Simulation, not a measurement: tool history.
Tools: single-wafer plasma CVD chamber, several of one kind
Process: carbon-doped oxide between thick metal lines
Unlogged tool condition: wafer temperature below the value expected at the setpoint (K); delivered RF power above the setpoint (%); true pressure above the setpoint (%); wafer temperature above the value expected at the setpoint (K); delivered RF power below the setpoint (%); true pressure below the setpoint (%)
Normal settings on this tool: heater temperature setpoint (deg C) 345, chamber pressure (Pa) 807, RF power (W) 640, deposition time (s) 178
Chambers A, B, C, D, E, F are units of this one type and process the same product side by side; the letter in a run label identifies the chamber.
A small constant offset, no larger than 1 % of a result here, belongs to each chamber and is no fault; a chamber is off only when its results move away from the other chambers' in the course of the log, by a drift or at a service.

| run | hour | heater temperature setpoint (deg C) | chamber pressure (Pa) | RF power (W) | deposition time (s) | hours since the last thermocouple change | hours since the last RF generator calibration | hours since the last manometer calibration | read-back reference wafer on the same gauge, thickness_nm | mean film thickness on the monitor wafer (angstrom) |
|---|---|---|---|---|---|---|---|---|---|---|
| 1A | 6.4 | 345 | 807 | 640 | 178 | 349.2 | 366.7 | 914.4 | 869.71 | 10847 |
| 2B | 18.9 | 345 | 807 | 640 | 178 | 1008.5 | 606.6 | 658.9 | 869.81 | 10721 |
| 3F | 30.2 | 345 | 807 | 640 | 178 | 1550.2 | 202.6 | 137.6 | 869.54 | 10752 |
| 4E | 37 | 345 | 807 | 640 | 178 | 2625.1 | 1355 | 1081.6 | 869.55 | 10768 |
|  | 40.1 | chamber C: RF generator calibrated |
| 5C | 48.2 | 345 | 807 | 640 | 178 | 1014.5 | 8.2 | 2125.1 | 869.83 | 10742 |
| 6D | 61 | 345 | 807 | 750 | 178 | 853.2 | 542.3 | 1167.3 | 869.25 | 11930 |
| 7B | 71.7 | 345 | 807 | 750 | 178 | 1061.3 | 659.4 | 711.7 | 869.03 | 11746 |
|  | 75.7 | chamber E: thermocouple changed; heater temperature recalibrated |
| 8E | 84.5 | 345 | 807 | 750 | 178 | 8.9 | 1402.5 | 1129.1 | 869.19 | 11814 |
| 9C | 92.2 | 345 | 807 | 750 | 178 | 1058.5 | 52.2 | 2169.1 | 868.76 | 11769 |
| 10F | 99.8 | 345 | 807 | 750 | 178 | 1619.8 | 272.2 | 207.2 | 868.85 | 11722 |
| 11D | 106.8 | 345 | 807 | 750 | 178 | 899 | 588.1 | 1213.1 | 868.41 | 11907 |
| 12A | 118.4 | 345 | 807 | 640 | 178 | 461.2 | 478.7 | 1026.4 | 868.33 | 10797 |
| 13B | 125.8 | 345 | 807 | 640 | 178 | 1115.4 | 713.5 | 765.8 | 868.48 | 10694 |
| 14D | 136.4 | 345 | 807 | 640 | 178 | 928.6 | 617.7 | 1242.7 | 868.24 | 10879 |
| 15A | 142 | 345 | 807 | 640 | 178 | 484.8 | 502.3 | 1050 | 868.13 | 10790 |
| 16F | 149.6 | 345 | 807 | 640 | 178 | 1669.6 | 322 | 257 | 868.02 | 10739 |
| 17E | 160.9 | 345 | 807 | 640 | 178 | 85.3 | 1478.9 | 1205.5 | 867.82 | 10773 |
| 18C | 167.6 | 345 | 807 | 640 | 178 | 1133.9 | 127.6 | 2244.5 | 867.67 | 10723 |
| 19F | 176.5 | 345 | 807 | 640 | 178 | 1696.5 | 348.9 | 283.9 | 867.91 | 10741 |
| 20B | 183.7 | 345 | 807 | 640 | 178 | 1173.3 | 771.4 | 823.7 | 867.59 | 10673 |
| 21C | 193.2 | 345 | 807 | 640 | 178 | 1159.5 | 153.2 | 2270.1 | 867.28 | 10683 |
| 22E | 200.2 | 345 | 807 | 640 | 178 | 124.6 | 1518.2 | 1244.8 | 867.19 | 10754 |
| 23D | 212.5 | 345 | 807 | 640 | 178 | 1004.7 | 693.8 | 1318.8 | 867.12 | 10849 |
| 24A | 222.7 | 345 | 807 | 640 | 178 | 565.5 | 583 | 1130.7 | 867.02 | 10794 |
| 25F | 234.8 | 345 | 807 | 640 | 178 | 1754.8 | 407.2 | 342.2 | 866.86 | 10714 |
| 26B | 246.5 | 345 | 807 | 640 | 178 | 1236.1 | 834.2 | 886.5 | 866.54 | 10667 |
| 27C | 255.5 | 345 | 807 | 640 | 178 | 1221.8 | 215.5 | 2332.4 | 866.4 | 10686 |
| 28A | 263.6 | 345 | 807 | 640 | 178 | 606.4 | 623.9 | 1171.6 | 866.26 | 10757 |
| 29D | 274.2 | 345 | 807 | 640 | 178 | 1066.4 | 755.5 | 1380.5 | 866.02 | 10831 |
| 30E | 282.4 | 345 | 807 | 640 | 178 | 206.8 | 1600.4 | 1327 | 866.17 | 10762 |
| 31C | 289.9 | 345 | 807 | 640 | 178 | 1256.2 | 249.9 | 2366.8 | 865.99 | 10706 |
| 32B | 300.2 | 345 | 807 | 640 | 178 | 1289.8 | 887.9 | 940.2 | 866.07 | 10669 |
| 33E | 309.1 | 345 | 807 | 640 | 178 | 233.5 | 1627.1 | 1353.7 | 865.66 | 10738 |
| 34A | 317.2 | 345 | 807 | 640 | 178 | 660 | 677.5 | 1225.2 | 866.02 | 10753 |
| 35F | 326.3 | 345 | 807 | 640 | 178 | 1846.3 | 498.7 | 433.7 | 865.77 | 10653 |
| 36D | 338.6 | 345 | 807 | 640 | 178 | 1130.8 | 819.9 | 1444.9 | 865.32 | 10835 |
| 37E | 344.7 | 345 | 807 | 640 | 178 | 269.1 | 1662.7 | 1389.3 | 865.49 | 10731 |
| 38A | 356.2 | 345 | 807 | 640 | 178 | 699 | 716.5 | 1264.2 | 865.22 | 10740 |

Does one chamber stand apart from the rest, does the shared gauge drift, or is all well apart from small per-chamber offsets? Give the chamber and the most likely cause, where there is one.

None of the chambers is off. What moves is the gauge, dragging all their readings along together.
What lies behind it: gauge reads low (%) = 0.566.

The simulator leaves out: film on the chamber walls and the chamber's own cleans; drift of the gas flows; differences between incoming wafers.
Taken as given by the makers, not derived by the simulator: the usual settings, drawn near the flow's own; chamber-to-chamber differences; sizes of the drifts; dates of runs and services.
